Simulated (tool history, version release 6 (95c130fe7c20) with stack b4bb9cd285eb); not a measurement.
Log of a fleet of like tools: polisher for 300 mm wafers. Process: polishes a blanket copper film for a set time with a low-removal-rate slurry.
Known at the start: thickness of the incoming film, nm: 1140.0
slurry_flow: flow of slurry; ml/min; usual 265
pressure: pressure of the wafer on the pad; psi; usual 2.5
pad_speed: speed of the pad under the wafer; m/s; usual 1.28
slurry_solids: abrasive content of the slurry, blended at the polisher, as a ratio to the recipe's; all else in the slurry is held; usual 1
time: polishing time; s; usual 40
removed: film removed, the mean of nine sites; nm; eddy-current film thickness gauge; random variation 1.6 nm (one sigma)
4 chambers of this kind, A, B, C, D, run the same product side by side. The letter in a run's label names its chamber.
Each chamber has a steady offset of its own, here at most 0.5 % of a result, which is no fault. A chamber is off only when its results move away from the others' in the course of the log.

run,hour,slurry_flow,pressure,pad_speed,slurry_solids,time,wafers polished on this pad,hours since the slurry nozzle was cleaned,hours since the head pressure was calibrated,hours since the slurry blender was calibrated,removed
# hour 7.8: chamber D: worn pad replaced by a new one
1B,10.6,265,2.5,1.28,1,40,970,283.8,302.4,78.9,114.55
# hour 13.6: chamber B: worn pad replaced by a new one
2A,16.8,265,2.5,1.28,1,40,1117,185.9,1259.5,138.8,113.18
3C,27.5,265,2.5,1.28,1,40,239,111,612.6,277.8,116.75
# hour 35: chamber C: slurry blender recalibrated
4D,35.2,265,2.5,1.28,1,40,200,51.6,46.5,87.1,112.65
# hour 35.3: chamber A: slurry blender recalibrated
5B,42.1,265,2.5,1.28,1,40,207,315.3,333.9,110.4,112.24
# hour 51.7: chamber A: worn pad replaced by a new one
6C,52.7,265,2.5,1.28,1,40,422,136.2,637.8,17.7,116.1
7A,62.8,265,2.5,1.28,1,40,81,231.9,1305.5,27.6,113.79
8D,70.5,265,2.5,1.28,1,40,456,86.9,81.8,122.4,114.45
9C,79.3,265,2.5,1.28,1,40,616,162.8,664.4,44.3,114.29
# hour 85.7: chamber C: worn pad replaced by a new one
10A,88.5,355,2.5,1.28,1,35,268,257.6,1331.2,53.3,101.75
11D,98.9,355,2.5,1.28,1,35,663,115.3,110.2,150.8,100.46
12B,110.7,355,2.5,1.28,1,35,706,383.9,402.5,179,101.02
13A,116.8,355,2.5,1.28,1,35,473,285.9,1359.5,81.6,99.989
14C,122.1,265,2.5,1.28,1,40,264,205.6,707.2,87.1,113.22
# hour 128.4: chamber D: worn pad replaced by a new one
# hour 129.9: chamber B: worn pad replaced by a new one
15D,131.9,265,2.5,1.28,1,40,25,148.3,143.2,183.8,114.68
# hour 135.9: chamber D: slurry blender recalibrated
16B,144,265,2.5,1.28,0.85,47,103,417.2,435.8,212.3,129.31
# hour 149.5: chamber A: head pressure recalibrated
# hour 149.9: chamber B: head pressure recalibrated
17A,155.9,265,2.5,1.28,0.85,47,758,325,6.5,120.7,118.02
18D,166.6,265,2.5,1.28,0.85,47,278,183,177.9,30.8,129.24
19B,172,265,2.5,1.28,0.85,47,307,445.2,22.1,240.3,127.42
20C,183.3,265,2.5,1.56,1,40,710,266.8,768.4,148.3,142.07
# hour 188.2: chamber A: slurry blender recalibrated
# hour 190.6: chamber C: worn pad replaced by a new one
21C,190.6,265,2.5,1.56,1,40,0,274.1,775.7,155.6,141.07
# hour 192.8: chamber B: slurry blender recalibrated
22D,200.4,265,2.5,1.56,1,40,524,216.8,211.7,64.6,142
23B,207.3,265,2.5,1.56,1,40,563,480.5,57.4,14.6,136.15
24A,218.2,265,2.5,1.28,0.75,40,1211,387.3,68.8,30.1,97.723
25A,224.1,265,2.5,1.28,0.75,40,1254,393.2,74.7,36,97.497
26D,230.5,265,2.5,1.28,0.75,40,743,246.9,241.8,94.7,106.73
27B,241.1,265,2.5,1.28,0.75,40,809,514.3,91.2,48.4,109.41
# hour 246.1: chamber A: worn pad replaced by a new one
28C,250.6,265,2.5,1.28,1,40,436,334.1,835.7,215.6,114.16
# hour 257.2: chamber B: worn pad replaced by a new one
29A,262.6,265,2.5,1.28,1,40,120,431.7,113.2,74.5,101.69
# hour 265.8: chamber D: worn pad replaced by a new one
30D,273.2,265,2.5,1.28,1,40,54,289.6,284.5,137.4,109.55
# hour 283.9: chamber C: worn pad replaced by a new one
31C,284,265,2.5,1.28,1,40,0,367.5,869.1,249,115.54
32B,294.3,265,2.5,1.28,1,40,270,567.5,144.4,101.6,115.11
33A,300.2,265,2.5,1.28,1,40,393,469.3,150.8,112.1,104.03
34C,311.4,265,2.5,1.28,1,40,200,394.9,896.5,276.4,110.79
35D,317,265,2.9,1.28,1.15,40,373,333.4,328.3,181.2,135.2

What goes on in this fleet: one chamber off, a drifting gauge, or nothing beyond the chambers' own small offsets? Name the chamber and the cause, if any.

A service left chamber A off against the others.
Cause: head's pressure below its setpoint, % = 9.

Here are 4 candidates for chamber A's next run, each the usual settings with a change, their results left as question marks. Which one brings its results back in line with what the others give on the usual settings?
In line means no further than this from the other chambers' mean on the usual settings: removed 5.6 nm
36A-1,325.7,265,2.6,1.32,1,41,,,,,?
36A-2,325.7,265,2.3,1.2,1,37,,,,,?
36A-3,325.7,265,2.4,1.28,1,38,,,,,?
36A-4,325.7,270,2.8,1.4,1,40,,,,,?

The other chambers' mean on the usual settings: removed 113.6 nm
run,removed
36A-1,113.17
36A-2,82.242
36A-3,93.922
36A-4,126.24
36A-1 brings the chamber back in line.

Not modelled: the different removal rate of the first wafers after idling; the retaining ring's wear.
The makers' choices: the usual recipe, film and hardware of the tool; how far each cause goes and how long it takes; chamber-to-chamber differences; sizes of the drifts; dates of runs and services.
